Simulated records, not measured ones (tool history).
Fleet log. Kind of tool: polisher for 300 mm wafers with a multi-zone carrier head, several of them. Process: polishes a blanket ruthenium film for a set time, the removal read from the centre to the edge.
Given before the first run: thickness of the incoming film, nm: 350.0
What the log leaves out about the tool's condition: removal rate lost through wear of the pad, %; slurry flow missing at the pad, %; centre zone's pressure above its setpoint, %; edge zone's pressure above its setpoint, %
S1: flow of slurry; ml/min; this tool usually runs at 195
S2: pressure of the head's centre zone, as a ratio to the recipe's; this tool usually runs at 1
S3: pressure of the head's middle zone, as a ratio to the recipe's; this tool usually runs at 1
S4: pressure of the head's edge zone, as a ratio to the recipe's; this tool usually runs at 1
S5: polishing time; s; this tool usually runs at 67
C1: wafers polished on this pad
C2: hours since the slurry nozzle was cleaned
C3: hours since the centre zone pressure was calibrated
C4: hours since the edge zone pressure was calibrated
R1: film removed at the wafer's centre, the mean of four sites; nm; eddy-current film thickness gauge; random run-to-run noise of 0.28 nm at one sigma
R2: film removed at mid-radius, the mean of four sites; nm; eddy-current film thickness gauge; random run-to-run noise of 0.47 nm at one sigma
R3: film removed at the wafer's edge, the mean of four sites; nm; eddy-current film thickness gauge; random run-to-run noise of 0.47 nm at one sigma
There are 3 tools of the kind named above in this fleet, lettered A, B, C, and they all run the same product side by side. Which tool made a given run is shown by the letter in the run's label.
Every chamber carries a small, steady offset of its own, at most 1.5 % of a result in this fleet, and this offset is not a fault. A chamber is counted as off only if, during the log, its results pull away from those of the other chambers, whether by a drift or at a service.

| run | day | S1 | S2 | S3 | S4 | S5 | C1 | C2 | C3 | C4 | R1 | R2 | R3 |
|---|---|---|---|---|---|---|---|---|---|---|---|---|---|
| 1B | 0.238 | 195 | 1 | 1 | 1 | 67 | 107 | 314.1 | 375.5 | 92.8 | 35.954 | 36.632 | 35.594 |
| 2A | 0.433 | 195 | 1 | 1 | 1 | 67 | 690 | 352.8 | 725.1 | 23.1 | 36.058 | 36.528 | 36.433 |
| 3C | 0.588 | 195 | 1 | 1 | 1 | 67 | 980 | 201.2 | 62.5 | 742.9 | 36.421 | 35.751 | 36.099 |
|  | 0.771 | chamber C: worn pad replaced by a new one |
| 4B | 0.829 | 195 | 1 | 1 | 1 | 67 | 273 | 328.3 | 389.7 | 107 | 35.512 | 36.603 | 35.771 |
|  | 0.838 | chamber A: worn pad replaced by a new one |
|  | 0.9 | chamber C: slurry nozzle cleaned |
| 5A | 1.012 | 195 | 1 | 1 | 1 | 67 | 49 | 366.7 | 739 | 37 | 35.71 | 36.84 | 36.697 |
| 6C | 1.267 | 195 | 1 | 1 | 1 | 67 | 139 | 8.8 | 78.8 | 759.2 | 36.857 | 36.097 | 36.046 |
| 7C | 1.438 | 195 | 1 | 1 | 1 | 67 | 187 | 12.9 | 82.9 | 763.3 | 35.765 | 36.176 | 35.344 |
|  | 1.471 | chamber B: worn pad replaced by a new one |
| 8B | 1.629 | 195 | 1 | 1 | 1 | 67 | 45 | 347.5 | 408.9 | 126.2 | 35.665 | 36.076 | 35.091 |
| 9A | 1.762 | 195 | 1 | 1.06 | 1 | 67 | 260 | 384.7 | 757 | 55 | 35.9 | 37.379 | 37.01 |
| 10C | 1.996 | 195 | 1 | 1.06 | 1 | 67 | 343 | 26.3 | 96.3 | 776.7 | 36.507 | 38.079 | 36.104 |
| 11B | 2.242 | 195 | 1 | 1.06 | 1 | 67 | 216 | 362.2 | 423.6 | 140.9 | 34.933 | 38.396 | 35.134 |
| 12A | 2.471 | 195 | 1 | 1 | 1 | 67 | 458 | 401.7 | 774 | 72 | 36.642 | 36.787 | 36.07 |
| 13B | 2.65 | 195 | 1 | 1 | 1 | 67 | 331 | 372 | 433.4 | 150.7 | 35.598 | 36.092 | 35.825 |
| 14A | 2.808 | 195 | 1 | 1 | 1 | 67 | 553 | 409.8 | 782.1 | 80.1 | 36.605 | 36.417 | 35.963 |
| 15C | 2.929 | 195 | 1 | 1 | 1 | 67 | 605 | 48.7 | 118.7 | 799.1 | 36.171 | 35.675 | 35.399 |
| 16C | 3.129 | 195 | 1 | 1 | 1 | 67 | 661 | 53.5 | 123.5 | 803.9 | 36.107 | 35.28 | 36.194 |
|  | 3.304 | chamber A: worn pad replaced by a new one |
|  | 3.308 | chamber B: worn pad replaced by a new one |
| 17A | 3.379 | 195 | 1 | 1 | 1 | 67 | 21 | 423.5 | 795.8 | 93.8 | 36.149 | 36.542 | 36.549 |
| 18B | 3.504 | 195 | 1 | 1 | 1 | 67 | 54 | 392.5 | 453.9 | 171.2 | 34.693 | 35.171 | 35.498 |
| 19A | 3.7 | 195 | 1 | 1 | 1 | 67 | 111 | 431.2 | 803.5 | 101.5 | 36.188 | 36.346 | 36.039 |
| 20C | 3.821 | 195 | 1 | 1 | 1 | 67 | 855 | 70.1 | 140.1 | 820.5 | 36.224 | 36.404 | 35.057 |
| 21B | 4.029 | 195 | 1 | 1 | 1 | 67 | 202 | 405.1 | 466.5 | 183.8 | 34.131 | 34.123 | 34.688 |
| 22A | 4.258 | 195 | 1 | 1 | 1 | 67 | 267 | 444.6 | 816.9 | 114.9 | 35.952 | 36.589 | 36.639 |
|  | 4.279 | chamber A: slurry nozzle cleaned |
| 23B | 4.375 | 195 | 1 | 1 | 1 | 67 | 298 | 413.4 | 474.8 | 192.1 | 34.279 | 35.278 | 34.148 |
|  | 4.446 | chamber C: worn pad replaced by a new one |
| 24C | 4.525 | 195 | 1 | 1 | 1 | 67 | 22 | 87 | 157 | 837.4 | 36.847 | 36.881 | 35.533 |
| 25C | 4.638 | 195 | 1 | 1 | 1 | 67 | 54 | 89.7 | 159.7 | 840.1 | 36.069 | 35.544 | 36.181 |
| 26A | 4.867 | 195 | 1 | 1 | 1 | 67 | 438 | 14.2 | 831.5 | 129.5 | 36.161 | 35.522 | 36.322 |
| 27B | 5.1 | 195 | 1 | 1 | 1 | 67 | 502 | 430.8 | 492.2 | 209.5 | 33.658 | 34.182 | 34.726 |
| 28C | 5.288 | 195 | 1 | 1 | 1 | 67 | 236 | 105.3 | 175.3 | 855.7 | 36.385 | 35.455 | 35.408 |
|  | 5.296 | chamber B: worn pad replaced by a new one |
| 29A | 5.438 | 195 | 1 | 1.1 | 0.89 | 67 | 598 | 27.9 | 845.2 | 143.2 | 36.043 | 40.364 | 33.696 |
| 30B | 5.588 | 195 | 1 | 1.1 | 0.89 | 67 | 82 | 442.5 | 503.9 | 221.2 | 33.474 | 36.95 | 31.731 |
| 31A | 5.788 | 195 | 1 | 1.1 | 0.89 | 67 | 696 | 36.3 | 853.6 | 151.6 | 36.168 | 39.596 | 35.142 |
| 32B | 6.004 | 195 | 1 | 1 | 0.95 | 67 | 198 | 452.5 | 513.9 | 231.2 | 33.635 | 34.144 | 33.144 |
| 33C | 6.167 | 195 | 1 | 1 | 0.95 | 67 | 482 | 126.4 | 196.4 | 876.8 | 35.92 | 35.331 | 34.754 |

Each of the 3 chambers runs these same settings next. Fill in every chamber's results:
| 34A | 6.35 | 195 | 1 | 1 | 1 | 67 |  |  |  |  | ? | ? | ? |
| 34B | 6.35 | 195 | 1 | 1 | 1 | 67 |  |  |  |  | ? | ? | ? |
| 34C | 6.35 | 195 | 1 | 1 | 1 | 67 |  |  |  |  | ? | ? | ? |

| run | R1 | R2 | R3 |
|---|---|---|---|
| 34A | 36.026 | 35.546 | 35.738 |
| 34B | 32.945 | 33.291 | 33.761 |
| 34C | 36.186 | 36.726 | 35.747 |

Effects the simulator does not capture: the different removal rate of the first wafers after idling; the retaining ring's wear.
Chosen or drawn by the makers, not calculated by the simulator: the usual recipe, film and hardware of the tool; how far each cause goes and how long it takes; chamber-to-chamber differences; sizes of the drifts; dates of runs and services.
